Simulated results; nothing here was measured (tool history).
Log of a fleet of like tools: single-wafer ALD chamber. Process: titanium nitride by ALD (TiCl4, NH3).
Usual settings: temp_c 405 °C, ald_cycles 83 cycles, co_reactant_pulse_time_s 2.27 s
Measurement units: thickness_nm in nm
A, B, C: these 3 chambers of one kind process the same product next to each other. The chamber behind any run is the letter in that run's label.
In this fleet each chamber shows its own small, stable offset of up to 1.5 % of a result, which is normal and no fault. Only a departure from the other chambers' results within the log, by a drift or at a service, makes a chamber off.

run     day  temp_c  ald_cycles  co_reactant_pulse_time_s  hours since the last thermocouple change  read-back reference wafer on the same gauge, thickness_nm  thickness_nm
 1B   0.562     405          83                      2.27                                    1166.2                                                     1.7284         1.848
 2A   0.996     405          83                      2.27                                     918.2                                                     1.7303        1.8352
 3C   1.438     405          83                      2.27                                    1046.2                                                     1.7297        1.8578
 4C   1.992     405          83                      2.27                                    1059.5                                                     1.7292         1.867
 5B   2.271     405          83                      2.27                                    1207.2                                                     1.7287        1.8495
 6A   2.842     405          83                      1.92                                     962.5                                                     1.7307        1.8337
 7B   3.371     405          83                      1.92                                    1233.6                                                     1.7309        1.8433
 8C   3.821     405          83                      1.92                                    1103.4                                                     1.7303        1.8498
      4.054  -- chamber B: thermocouple changed; heater temperature recalibrated
 9A   4.242     405          83                      2.27                                     996.1                                                     1.7301        1.8339
10A   4.662     405          83                      2.27                                    1006.2                                                     1.7305        1.8302
11B   5.242     405          83                      2.27                                      28.6                                                       1.73        1.8516
12C   5.504     405          83                      2.27                                    1143.8                                                     1.7295        1.8578
13A   5.875     405          83                      2.27                                    1035.3                                                     1.7281        1.8374
14C   6.154     405          83                      2.27                                    1159.4                                                     1.7304        1.8608
15B   6.646     395          83                      1.39                                      62.3                                                     1.7294         1.805
16B   6.938     395          83                      1.39                                      69.3                                                     1.7298        1.7983
17C   7.433     395          83                      1.39                                    1190.1                                                     1.7304        1.8267
18A   7.854     405          83                      2.27                                    1082.8                                                       1.73        1.8362
19B   8.412     405          83                      2.27                                     104.7                                                     1.7302        1.8546
20A   8.988     405          83                      2.27                                      1110                                                     1.7298        1.8358
21C   9.262     405          83                      2.27                                      1234                                                     1.7299        1.8586
22C   9.696     405          83                      2.27                                    1244.4                                                     1.7311        1.8636
23B  10.029     405          83                      2.27                                     143.5                                                     1.7296        1.8435
24A  10.588     405          83                      2.27                                    1148.4                                                     1.7297        1.8371

Next, every chamber runs the same settings. What will each give?
25A  11.004     405          83                      2.27                                                                                                                  ?
25B  11.004     405          83                      2.27                                                                                                                  ?
25C  11.004     405          83                      2.27                                                                                                                  ?

run  thickness_nm
25A        1.8351
25B        1.8631
25C        1.8658
